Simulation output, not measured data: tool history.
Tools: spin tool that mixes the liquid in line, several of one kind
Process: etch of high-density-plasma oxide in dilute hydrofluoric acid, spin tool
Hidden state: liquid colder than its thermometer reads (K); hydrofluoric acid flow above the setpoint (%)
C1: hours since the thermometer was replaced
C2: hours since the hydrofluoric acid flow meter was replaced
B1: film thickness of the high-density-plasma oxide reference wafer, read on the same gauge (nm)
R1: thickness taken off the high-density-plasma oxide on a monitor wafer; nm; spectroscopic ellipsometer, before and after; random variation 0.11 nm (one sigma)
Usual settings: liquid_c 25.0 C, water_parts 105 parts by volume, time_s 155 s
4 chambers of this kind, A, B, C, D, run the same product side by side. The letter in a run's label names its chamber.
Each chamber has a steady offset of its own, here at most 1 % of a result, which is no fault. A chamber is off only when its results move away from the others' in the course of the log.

{"run": "1C", "day": 0.142, "liquid_c": 25.0, "water_parts": 105, "time_s": 155, "C1": 224.5, "C2": 1893.9, "B1": 89.994, "R1": 11.074}
{"run": "2D", "day": 0.254, "liquid_c": 25.0, "water_parts": 105, "time_s": 155, "C1": 157.1, "C2": 504.4, "B1": 90.075, "R1": 11.268}
{"run": "3B", "day": 0.379, "liquid_c": 25.0, "water_parts": 105, "time_s": 155, "C1": 2075.4, "C2": 487.1, "B1": 89.984, "R1": 10.999}
{"run": "4A", "day": 0.55, "liquid_c": 25.0, "water_parts": 105, "time_s": 155, "C1": 1093.6, "C2": 865.5, "B1": 89.967, "R1": 11.259}
{"run": "5D", "day": 0.7, "liquid_c": 25.0, "water_parts": 105, "time_s": 155, "C1": 167.8, "C2": 515.1, "B1": 89.98, "R1": 10.999}
{"run": "6A", "day": 0.883, "liquid_c": 25.0, "water_parts": 105, "time_s": 155, "C1": 1101.6, "C2": 873.5, "B1": 89.995, "R1": 11.245}
{"run": "7C", "day": 0.988, "liquid_c": 25.0, "water_parts": 105, "time_s": 155, "C1": 244.8, "C2": 1914.2, "B1": 90.042, "R1": 11.129}
{"day": 1.004, "done": "chamber A: hydrofluoric acid flow meter replaced"}
{"run": "8B", "day": 1.15, "liquid_c": 25.0, "water_parts": 105, "time_s": 155, "C1": 2093.9, "C2": 505.6, "B1": 89.96, "R1": 10.904}
{"run": "9D", "day": 1.317, "liquid_c": 25.0, "water_parts": 105, "time_s": 155, "C1": 182.6, "C2": 529.9, "B1": 89.925, "R1": 11.346}
{"run": "10C", "day": 1.504, "liquid_c": 25.0, "water_parts": 105, "time_s": 110, "C1": 257.2, "C2": 1926.6, "B1": 89.989, "R1": 7.9006}
{"run": "11A", "day": 1.629, "liquid_c": 25.0, "water_parts": 105, "time_s": 110, "C1": 1119.5, "C2": 15.1, "B1": 90.009, "R1": 7.9463}
{"run": "12B", "day": 1.754, "liquid_c": 25.0, "water_parts": 105, "time_s": 110, "C1": 2108.4, "C2": 520.1, "B1": 89.996, "R1": 7.9704}
{"day": 1.804, "done": "chamber C: hydrofluoric acid flow meter replaced"}
{"run": "13A", "day": 1.917, "liquid_c": 25.0, "water_parts": 105, "time_s": 110, "C1": 1126.4, "C2": 22.0, "B1": 89.951, "R1": 7.8208}
{"run": "14D", "day": 2.075, "liquid_c": 25.0, "water_parts": 105, "time_s": 155, "C1": 200.8, "C2": 548.1, "B1": 89.953, "R1": 11.476}
{"run": "15B", "day": 2.217, "liquid_c": 25.0, "water_parts": 105, "time_s": 155, "C1": 2119.5, "C2": 531.2, "B1": 90.002, "R1": 10.917}
{"run": "16C", "day": 2.304, "liquid_c": 25.0, "water_parts": 105, "time_s": 155, "C1": 276.4, "C2": 12.1, "B1": 90.013, "R1": 11.051}
{"run": "17B", "day": 2.425, "liquid_c": 21.5, "water_parts": 105, "time_s": 75, "C1": 2124.5, "C2": 536.2, "B1": 89.944, "R1": 4.6904}
{"run": "18A", "day": 2.554, "liquid_c": 21.5, "water_parts": 105, "time_s": 75, "C1": 1141.7, "C2": 37.3, "B1": 90.036, "R1": 4.6467}
{"run": "19C", "day": 2.746, "liquid_c": 21.5, "water_parts": 105, "time_s": 75, "C1": 287.0, "C2": 22.7, "B1": 89.966, "R1": 4.6915}
{"run": "20D", "day": 2.892, "liquid_c": 21.5, "water_parts": 105, "time_s": 75, "C1": 220.4, "C2": 567.7, "B1": 89.992, "R1": 4.9806}
{"run": "21B", "day": 2.983, "liquid_c": 25.0, "water_parts": 105, "time_s": 155, "C1": 2137.9, "C2": 549.6, "B1": 89.998, "R1": 11.144}
{"run": "22C", "day": 3.146, "liquid_c": 25.0, "water_parts": 105, "time_s": 155, "C1": 296.6, "C2": 32.3, "B1": 90.033, "R1": 11.248}
{"run": "23A", "day": 3.312, "liquid_c": 25.0, "water_parts": 105, "time_s": 155, "C1": 1159.9, "C2": 55.5, "B1": 90.03, "R1": 11.042}
{"run": "24D", "day": 3.404, "liquid_c": 25.0, "water_parts": 105, "time_s": 155, "C1": 232.7, "C2": 580.0, "B1": 89.998, "R1": 11.976}
{"run": "25D", "day": 3.575, "liquid_c": 25.0, "water_parts": 105, "time_s": 155, "C1": 236.8, "C2": 584.1, "B1": 90.007, "R1": 11.909}

All 4 chambers run these settings next. Forecast each chamber's results:
{"run": "26A", "day": 3.717, "liquid_c": 25.0, "water_parts": 65, "time_s": 155, "R1": "?"}
{"run": "26B", "day": 3.717, "liquid_c": 25.0, "water_parts": 65, "time_s": 155, "R1": "?"}
{"run": "26C", "day": 3.717, "liquid_c": 25.0, "water_parts": 65, "time_s": 155, "R1": "?"}
{"run": "26D", "day": 3.717, "liquid_c": 25.0, "water_parts": 65, "time_s": 155, "R1": "?"}

run=26A R1=18.2560
run=26B R1=18.8870
run=26C R1=19.0990
run=26D R1=20.7340
